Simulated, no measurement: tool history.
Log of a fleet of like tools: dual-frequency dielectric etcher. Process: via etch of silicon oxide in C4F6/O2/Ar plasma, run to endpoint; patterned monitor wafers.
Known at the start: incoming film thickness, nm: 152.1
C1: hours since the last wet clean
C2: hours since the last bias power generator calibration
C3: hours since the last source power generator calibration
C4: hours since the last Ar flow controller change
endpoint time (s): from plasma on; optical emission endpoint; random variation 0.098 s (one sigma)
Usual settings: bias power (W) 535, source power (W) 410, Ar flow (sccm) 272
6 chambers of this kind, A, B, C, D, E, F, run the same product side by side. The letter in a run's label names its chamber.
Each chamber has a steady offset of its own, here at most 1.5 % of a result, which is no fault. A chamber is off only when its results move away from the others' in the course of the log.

Run 1D, hour 5: usual settings; C1 178.8; C2 2127.3; C3 2321.4; C4 1273.1. Result: endpoint time (s) 31.54.
Run 2C, hour 9.6: usual settings; C1 114.2; C2 1731.4; C3 1311.9; C4 595. Result: endpoint time (s) 31.926.
Run 3A, hour 17.6: usual settings; C1 283.1; C2 3161.1; C3 944; C4 667. Result: endpoint time (s) 32.44.
Run 4B, hour 22: usual settings; C1 314; C2 414.2; C3 338.5; C4 1096.8. Result: endpoint time (s) 31.989.
Run 5F, hour 30.1: usual settings; C1 281.6; C2 2209.3; C3 1224.5; C4 712.9. Result: endpoint time (s) 31.935.
Run 6E, hour 34.2: usual settings; C1 349.2; C2 338.1; C3 247.3; C4 1493.5. Result: endpoint time (s) 31.888.
Run 7A, hour 40.6: usual settings; C1 306.1; C2 3184.1; C3 967; C4 690. Result: endpoint time (s) 32.406.
Run 8D, hour 45.2: usual settings; C1 219; C2 2167.5; C3 2361.6; C4 1313.3. Result: endpoint time (s) 31.462.
At hour 48.5: chamber D: Ar flow controller replaced.
Run 9F, hour 49: usual settings; C1 300.5; C2 2228.2; C3 1243.4; C4 731.8. Result: endpoint time (s) 32.095.
Run 10B, hour 54.5: usual settings but source power (W) 490; C1 346.5; C2 446.7; C3 371; C4 1129.3. Result: endpoint time (s) 29.986.
Run 11E, hour 62.2: usual settings but source power (W) 490; C1 377.2; C2 366.1; C3 275.3; C4 1521.5. Result: endpoint time (s) 29.751.
At hour 62.4: chamber A: bias power generator calibrated.
Run 12C, hour 66.3: usual settings but source power (W) 490; C1 170.9; C2 1788.1; C3 1368.6; C4 651.7. Result: endpoint time (s) 29.808.
Run 13E, hour 73.6: usual settings but source power (W) 490; C1 388.6; C2 377.5; C3 286.7; C4 1532.9. Result: endpoint time (s) 29.749.
At hour 78.7: chamber E: wet clean of the chamber.
Run 14F, hour 79.7: usual settings but source power (W) 490; C1 331.2; C2 2258.9; C3 1274.1; C4 762.5. Result: endpoint time (s) 29.999.
Run 15B, hour 85.5: usual settings but source power (W) 490; C1 377.5; C2 477.7; C3 402; C4 1160.3. Result: endpoint time (s) 30.128.
Run 16D, hour 93.1: usual settings; C1 266.9; C2 2215.4; C3 2409.5; C4 44.6. Result: endpoint time (s) 31.311.
Run 17A, hour 97.8: usual settings but bias power (W) 415, Ar flow (sccm) 228; C1 363.3; C2 35.4; C3 1024.2; C4 747.2. Result: endpoint time (s) 35.022.
Run 18C, hour 105: usual settings but bias power (W) 415, Ar flow (sccm) 228; C1 209.6; C2 1826.8; C3 1407.3; C4 690.4. Result: endpoint time (s) 34.331.
Run 19D, hour 112.4: usual settings but bias power (W) 415, Ar flow (sccm) 228; C1 286.2; C2 2234.7; C3 2428.8; C4 63.9. Result: endpoint time (s) 33.535.
Run 20C, hour 118.7: usual settings but bias power (W) 415, Ar flow (sccm) 228; C1 223.3; C2 1840.5; C3 1421; C4 704.1. Result: endpoint time (s) 34.319.
Run 21B, hour 123.4: usual settings but bias power (W) 415, Ar flow (sccm) 228; C1 415.4; C2 515.6; C3 439.9; C4 1198.2. Result: endpoint time (s) 34.726.
Run 22F, hour 130.6: usual settings but bias power (W) 415, Ar flow (sccm) 228; C1 382.1; C2 2309.8; C3 1325; C4 813.4. Result: endpoint time (s) 34.711.
Run 23E, hour 135.1: usual settings; C1 56.4; C2 439; C3 348.2; C4 1594.4. Result: endpoint time (s) 31.969.
Run 24A, hour 142: usual settings; C1 407.5; C2 79.6; C3 1068.4; C4 791.4. Result: endpoint time (s) 32.329.
Run 25A, hour 149.6: usual settings; C1 415.1; C2 87.2; C3 1076; C4 799. Result: endpoint time (s) 32.281.
Run 26C, hour 154.7: usual settings; C1 259.3; C2 1876.5; C3 1457; C4 740.1. Result: endpoint time (s) 31.905.
Run 27E, hour 158.4: usual settings but bias power (W) 610, Ar flow (sccm) 296; C1 79.7; C2 462.3; C3 371.5; C4 1617.7. Result: endpoint time (s) 30.683.
Run 28D, hour 163.1: usual settings but bias power (W) 610, Ar flow (sccm) 296; C1 336.9; C2 2285.4; C3 2479.5; C4 114.6. Result: endpoint time (s) 29.785.
Run 29F, hour 169.8: usual settings but bias power (W) 610, Ar flow (sccm) 296; C1 421.3; C2 2349; C3 1364.2; C4 852.6. Result: endpoint time (s) 30.794.
Run 30B, hour 176.6: usual settings but bias power (W) 610, Ar flow (sccm) 296; C1 468.6; C2 568.8; C3 493.1; C4 1251.4. Result: endpoint time (s) 30.94.
At hour 180: chamber A: wet clean of the chamber.
Run 31B, hour 184.2: usual settings but bias power (W) 610, Ar flow (sccm) 296; C1 476.2; C2 576.4; C3 500.7; C4 1259. Result: endpoint time (s) 30.753.
At hour 187.8: chamber F: wet clean of the chamber.
Run 32A, hour 188.2: usual settings but bias power (W) 610, Ar flow (sccm) 296; C1 8.2; C2 125.8; C3 1114.6; C4 837.6. Result: endpoint time (s) 30.98.
Run 33F, hour 193.5: usual settings; C1 5.7; C2 2372.7; C3 1387.9; C4 876.3. Result: endpoint time (s) 31.888.
Run 34D, hour 200.8: usual settings; C1 374.6; C2 2323.1; C3 2517.2; C4 152.3. Result: endpoint time (s) 30.969.
Run 35E, hour 206.7: usual settings; C1 128; C2 510.6; C3 419.8; C4 1666. Result: endpoint time (s) 31.912.
Run 36C, hour 212.7: usual settings; C1 317.3; C2 1934.5; C3 1515; C4 798.1. Result: endpoint time (s) 31.809.
Run 37D, hour 216.4: usual settings; C1 390.2; C2 2338.7; C3 2532.8; C4 167.9. Result: endpoint time (s) 30.764.

Next, every chamber runs the same settings. What will each give?
Run 38A, hour 222.2: usual settings but bias power (W) 464. Result: endpoint time (s) ?.
Run 38B, hour 222.2: usual settings but bias power (W) 464. Result: endpoint time (s) ?.
Run 38C, hour 222.2: usual settings but bias power (W) 464. Result: endpoint time (s) ?.
Run 38D, hour 222.2: usual settings but bias power (W) 464. Result: endpoint time (s) ?.
Run 38E, hour 222.2: usual settings but bias power (W) 464. Result: endpoint time (s) ?.
Run 38F, hour 222.2: usual settings but bias power (W) 464. Result: endpoint time (s) ?.

run  endpoint time (s)
38A             34.186
38B             33.841
38C             33.802
38D             32.647
38E             33.747
38F             33.885
